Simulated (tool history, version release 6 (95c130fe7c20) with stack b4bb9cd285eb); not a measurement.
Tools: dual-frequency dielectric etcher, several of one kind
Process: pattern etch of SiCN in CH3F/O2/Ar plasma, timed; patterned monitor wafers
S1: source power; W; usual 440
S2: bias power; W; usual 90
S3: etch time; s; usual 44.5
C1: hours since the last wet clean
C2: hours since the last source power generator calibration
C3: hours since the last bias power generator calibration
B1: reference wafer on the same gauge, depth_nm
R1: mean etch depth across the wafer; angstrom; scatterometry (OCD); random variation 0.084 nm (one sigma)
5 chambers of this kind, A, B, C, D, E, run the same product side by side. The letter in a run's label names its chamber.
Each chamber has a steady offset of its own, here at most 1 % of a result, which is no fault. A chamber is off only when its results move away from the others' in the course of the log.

run,hour,S1,S2,S3,C1,C2,C3,B1,R1
1B,9.6,440,90,44.5,367.8,2451.7,730.2,19.61,188.34
2A,15,440,90,44.5,93.7,202.5,4099.7,19.604,189.62
# hour 17.7: chamber C: wet clean of the chamber
# hour 21.8: chamber E: wet clean of the chamber
3C,24.9,440,90,44.5,7.3,1977.6,1483.6,19.611,190.23
4E,32.8,440,90,44.5,11,3033.2,1468.9,19.619,187.84
# hour 38.6: chamber B: wet clean of the chamber
5D,42.3,440,111,44.5,177,1748.3,1486.2,19.584,202.65
6D,47.6,440,111,44.5,182.3,1753.6,1491.5,19.598,203.61
7E,55.6,440,111,44.5,33.8,3056,1491.7,19.574,202.93
8B,60.9,440,111,44.5,22.4,2503,781.5,19.585,203.36
9C,65.9,440,111,44.5,48.3,2018.6,1524.6,19.572,203.95
10A,74.6,440,90,44.5,153.3,262.1,4159.3,19.593,188.54
11C,80.9,440,90,44.5,63.3,2033.6,1539.6,19.603,190.06
12D,88.4,440,90,44.5,223.1,1794.4,1532.3,19.587,185.8
13A,97.6,440,90,44.5,176.3,285.1,4182.3,19.606,189.11
14B,102.6,440,90,44.5,64.1,2544.7,823.2,19.618,188.24
15E,110.8,440,90,44.5,89,3111.2,1546.9,19.6,187.98
16A,119.7,440,90,44.5,198.4,307.2,4204.4,19.589,188.07
17E,130.4,440,90,44.5,108.6,3130.8,1566.5,19.592,189.31
18D,135.4,440,90,44.5,270.1,1841.4,1579.3,19.617,185.58
19B,146.4,440,90,44.5,107.9,2588.5,867,19.611,188.54
20C,156,440,90,44.5,138.4,2108.7,1614.7,19.585,190.79
21D,164.6,440,90,44.5,299.3,1870.6,1608.5,19.586,188.11
22E,173,440,90,44.5,151.2,3173.4,1609.1,19.598,188.45
23A,183,350,106,44.5,261.7,370.5,4267.7,19.597,184.84
24C,190.2,350,106,44.5,172.6,2142.9,1648.9,19.597,187.2
25B,199.8,350,106,44.5,161.3,2641.9,920.4,19.598,183.87
# hour 202.2: chamber C: source power generator calibrated
26B,210.4,350,106,44.5,171.9,2652.5,931,19.601,184.85
27A,221,350,106,44.5,299.7,408.5,4305.7,19.599,183.77
28E,226.4,440,90,44.5,204.6,3226.8,1662.5,19.612,188.66
29C,235.6,440,90,44.5,218,33.5,1694.3,19.612,189.42
30D,244.2,440,90,44.5,378.9,1950.2,1688.1,19.599,190.78
31D,250.9,440,90,44.5,385.6,1956.9,1694.8,19.603,190.53
32C,259.3,440,90,44.5,241.7,57.2,1718,19.591,189.83
33A,269.2,440,90,44.5,347.9,456.7,4353.9,19.618,188.98
34E,278.4,440,90,44.5,256.6,3278.8,1714.5,19.588,187.39
35B,287,440,90,39.5,248.5,2729.1,1007.6,19.598,167.06
36B,295,440,90,39.5,256.5,2737.1,1015.6,19.59,167.26
37C,305.7,440,90,39.5,288.1,103.6,1764.4,19.597,168.07
# hour 314.3: chamber E: bias power generator calibrated
38D,316.1,440,90,39.5,450.8,2022.1,1760,19.612,170.97
39E,324.2,440,90,39.5,302.4,3324.6,10,19.611,167.98
# hour 330: chamber A: wet clean of the chamber
40A,334.6,440,90,44.5,4.6,522.1,4419.3,19.616,189.06
41C,344.8,440,90,44.5,327.2,142.7,1803.5,19.586,190.63
42E,350.9,440,90,44.5,329.1,3351.3,36.7,19.595,186.33

Is one chamber off against the others, does the gauge drift, or is nothing wrong? If a chamber is off, say which, and what the likeliest cause is.

Chamber D drifts away from the others.
Cause: etch rate over this chamber's usual, % = 4.3.

Here are 4 candidates for chamber D's next run, each the usual settings with a change, their results left as question marks. Which one brings its results back in line with what the others give on the usual settings?
In line means no further than this from the other chambers' mean on the usual settings: R1 2.9 angstrom
43D-1,358.8,440,90,41.5,,,,,?
43D-2,358.8,440,89,43,,,,,?
43D-3,358.8,440,107,44.5,,,,,?
43D-4,358.8,440,91,46,,,,,?

The other chambers' mean on the usual settings: R1 188.59 angstrom
run,R1
43D-1,181.57
43D-2,187.36
43D-3,207.72
43D-4,202.08
43D-2 brings the chamber back in line.
